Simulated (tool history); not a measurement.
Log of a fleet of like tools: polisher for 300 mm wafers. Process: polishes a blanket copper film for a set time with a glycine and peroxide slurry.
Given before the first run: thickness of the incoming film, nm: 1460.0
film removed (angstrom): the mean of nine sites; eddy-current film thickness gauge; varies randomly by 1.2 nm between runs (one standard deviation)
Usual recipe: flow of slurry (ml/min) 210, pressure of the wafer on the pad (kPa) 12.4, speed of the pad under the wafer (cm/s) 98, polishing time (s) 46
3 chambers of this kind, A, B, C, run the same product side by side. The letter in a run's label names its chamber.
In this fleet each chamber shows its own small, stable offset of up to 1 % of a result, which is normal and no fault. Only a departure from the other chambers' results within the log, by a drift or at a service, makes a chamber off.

run	day	flow of slurry (ml/min)	pressure of the wafer on the pad (kPa)	speed of the pad under the wafer (cm/s)	polishing time (s)	film removed (angstrom)
1A	0.138	210	12.4	98	46	1463.4
2C	0.300	210	12.4	98	46	1471.1
3B	0.396	210	12.4	98	46	1478.6
4A	0.508	210	12.4	98	46	1444.0
5C	0.629	210	12.4	98	46	1466.5
6B	0.721	210	12.4	98	46	1435.2
7B	0.838	210	12.4	98	46	1453.2
8C	0.950	235	12.4	124	46	1808.5
# day 1.042: chamber C: worn pad replaced by a new one
9A	1.067	235	12.4	124	46	1757.4
10C	1.162	235	12.4	124	46	1776.5
11B	1.283	210	12.4	98	46	1454.4
12A	1.375	185	13.8	98	46	1542.4
13B	1.533	185	13.8	98	46	1567.8
14C	1.704	185	13.8	98	46	1555.9
15A	1.867	210	12.4	98	46	1436.4
16A	1.950	210	12.4	98	54	1665.8
17C	2.125	210	12.4	98	54	1733.7
18B	2.271	210	12.4	98	54	1708.3
19C	2.408	210	12.4	98	46	1479.9
20B	2.500	210	12.4	98	46	1451.7
21A	2.612	210	14.5	70	46	1252.6
22B	2.717	210	14.5	70	46	1279.5
23A	2.858	210	14.5	70	46	1239.0
24C	2.996	210	12.4	98	46	1452.7
25B	3.171	210	12.4	98	46	1464.1
26C	3.312	210	12.4	118	46	1699.6
27A	3.450	210	12.4	118	46	1622.9
28C	3.571	210	12.4	118	46	1667.7
# day 3.608: chamber B: slurry nozzle cleaned
29B	3.683	210	12.4	98	46	1461.5
30A	3.842	210	12.4	98	46	1391.7
31A	4.000	210	12.4	98	46	1380.4
32C	4.150	210	12.4	98	46	1487.2
33B	4.292	210	12.4	98	46	1464.6
34A	4.417	145	12.4	78	46	1103.8

Does one chamber stand apart from the rest, does the shared gauge drift, or is all well apart from small per-chamber offsets? Give the chamber and the most likely cause, where there is one.

Chamber A drifts away from the others.
Likeliest cause: removal rate lost through wear of the pad, % = 4.68.
From this log alone, it may not be told apart from: slurry flow missing at the pad, %; head's pressure below its setpoint, %.

Chamber A could run next with any of the 4 candidate recipes listed below; each alters the usual settings, and their results appear as question marks. Which one brings its results back in line with what the other chambers deliver on the usual settings?
A result is in line if it is within this distance of the other chambers' mean on the usual settings: film removed (angstrom) 40.0
35A-1	4.546	210	12.4	96	44	?
35A-2	4.546	215	12.4	106	46	?
35A-3	4.546	210	12.4	84	46	?
35A-4	4.546	210	12.4	104	49	?

On the usual settings, the other chambers give on average: film removed (angstrom) 1463.2
run	film removed (angstrom)
35A-1	1300.0
35A-2	1469.1
35A-3	1232.4
35A-4	1537.8
35A-2 is the one that brings the chamber's results back in line with the other chambers.
